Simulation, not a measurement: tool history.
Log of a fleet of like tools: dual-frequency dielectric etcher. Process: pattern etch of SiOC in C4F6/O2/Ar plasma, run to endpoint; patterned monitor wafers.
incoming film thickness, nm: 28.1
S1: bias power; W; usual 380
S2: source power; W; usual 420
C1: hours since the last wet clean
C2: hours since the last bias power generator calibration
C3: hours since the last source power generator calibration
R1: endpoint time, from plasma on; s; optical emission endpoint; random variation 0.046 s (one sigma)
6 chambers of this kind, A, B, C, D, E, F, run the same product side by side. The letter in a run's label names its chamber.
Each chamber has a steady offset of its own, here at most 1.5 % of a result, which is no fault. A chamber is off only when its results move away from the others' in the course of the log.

| run | hour | S1 | S2 | C1 | C2 | C3 | R1 |
|---|---|---|---|---|---|---|---|
| 1D | 15.9 | 380 | 420 | 29.8 | 2812.1 | 1585.7 | 10.247 |
| 2F | 25.6 | 380 | 420 | 77.8 | 3213.1 | 1096.2 | 10.295 |
| 3C | 34 | 380 | 420 | 357 | 184.3 | 1719.5 | 10.375 |
| 4A | 45.4 | 380 | 420 | 329 | 1801.4 | 3592.5 | 10.21 |
| 5B | 59.5 | 380 | 420 | 152.2 | 880.3 | 725.3 | 10.166 |
| 6E | 70.7 | 380 | 420 | 288.5 | 155.8 | 2387.3 | 10.315 |
| 7A | 78.3 | 380 | 420 | 361.9 | 1834.3 | 3625.4 | 10.2 |
| 8F | 88.8 | 380 | 420 | 141 | 3276.3 | 1159.4 | 10.277 |
| 9C | 105.5 | 380 | 420 | 428.5 | 255.8 | 1791 | 10.395 |
|  | 109.8 | chamber E: source power generator calibrated |
| 10E | 113.4 | 380 | 420 | 331.2 | 198.5 | 3.6 | 10.33 |
| 11D | 129.7 | 380 | 420 | 143.6 | 2925.9 | 1699.5 | 10.173 |
|  | 133.4 | chamber C: wet clean of the chamber |
| 12B | 143 | 380 | 420 | 235.7 | 963.8 | 808.8 | 10.147 |
| 13B | 155.9 | 380 | 420 | 248.6 | 976.7 | 821.7 | 10.227 |
| 14F | 171 | 380 | 420 | 223.2 | 3358.5 | 1241.6 | 10.222 |
| 15D | 184.5 | 380 | 420 | 198.4 | 2980.7 | 1754.3 | 10.296 |
| 16E | 192.7 | 380 | 420 | 410.5 | 277.8 | 82.9 | 10.246 |
| 17C | 201.3 | 311 | 420 | 67.9 | 351.6 | 1886.8 | 10.964 |
| 18A | 210 | 311 | 420 | 493.6 | 1966 | 3757.1 | 10.884 |
| 19E | 225.4 | 311 | 420 | 443.2 | 310.5 | 115.6 | 11.113 |
|  | 235.4 | chamber F: bias power generator calibrated |
| 20B | 240.3 | 311 | 420 | 333 | 1061.1 | 906.1 | 11.172 |
| 21D | 248.9 | 311 | 420 | 262.8 | 3045.1 | 1818.7 | 10.991 |
|  | 257.6 | chamber E: wet clean of the chamber |
| 22C | 264.4 | 311 | 420 | 131 | 414.7 | 1949.9 | 11.017 |
| 23F | 273.1 | 380 | 420 | 325.3 | 37.7 | 1343.7 | 10.211 |
| 24A | 280.8 | 380 | 420 | 564.4 | 2036.8 | 3827.9 | 10.124 |
| 25E | 295.1 | 380 | 420 | 37.5 | 380.2 | 185.3 | 10.302 |
|  | 295.2 | chamber A: wet clean of the chamber |
| 26B | 308.5 | 380 | 420 | 401.2 | 1129.3 | 974.3 | 10.54 |
| 27A | 320.9 | 410 | 330 | 25.7 | 2076.9 | 3868 | 10.822 |
| 28F | 332.6 | 410 | 330 | 384.8 | 97.2 | 1403.2 | 10.947 |
| 29C | 345 | 410 | 330 | 211.6 | 495.3 | 2030.5 | 11.023 |
| 30D | 353.1 | 410 | 330 | 367 | 3149.3 | 1922.9 | 10.881 |
|  | 361.8 | chamber A: source power generator calibrated |
| 31C | 369.2 | 410 | 330 | 235.8 | 519.5 | 2054.7 | 10.965 |
| 32B | 385.5 | 410 | 330 | 478.2 | 1206.3 | 1051.3 | 11.368 |
| 33D | 397.6 | 380 | 420 | 411.5 | 3193.8 | 1967.4 | 10.215 |
| 34A | 409.3 | 380 | 420 | 114.1 | 2165.3 | 47.6 | 10.147 |
| 35E | 420.5 | 380 | 420 | 162.9 | 505.6 | 310.7 | 10.261 |
| 36F | 428.1 | 380 | 420 | 480.3 | 192.7 | 1498.7 | 10.344 |

What goes on in this fleet: one chamber off, a drifting gauge, or nothing beyond the chambers' own small offsets? Name the chamber and the cause, if any.

Chamber B drifts away from the others.
Cause: etch rate under this chamber's usual, % = 4.66.

Here are 4 candidates for chamber B's next run, each the usual settings with a change, their results left as question marks. Which one brings its results back in line with what the others give on the usual settings?
In line means no further than this from the other chambers' mean on the usual settings: R1 0.16 s
| 37B-1 | 440 | 405 | 450 |  |  |  | ? |
| 37B-2 | 440 | 355 | 390 |  |  |  | ? |
| 37B-3 | 440 | 380 | 340 |  |  |  | ? |
| 37B-4 | 440 | 458 | 420 |  |  |  | ? |

The other chambers' mean on the usual settings: R1 10.258 s
| run | R1 |
|---|---|
| 37B-1 | 10.228 |
| 37B-2 | 11.321 |
| 37B-3 | 11.628 |
| 37B-4 | 10.029 |
37B-1 brings the chamber back in line.
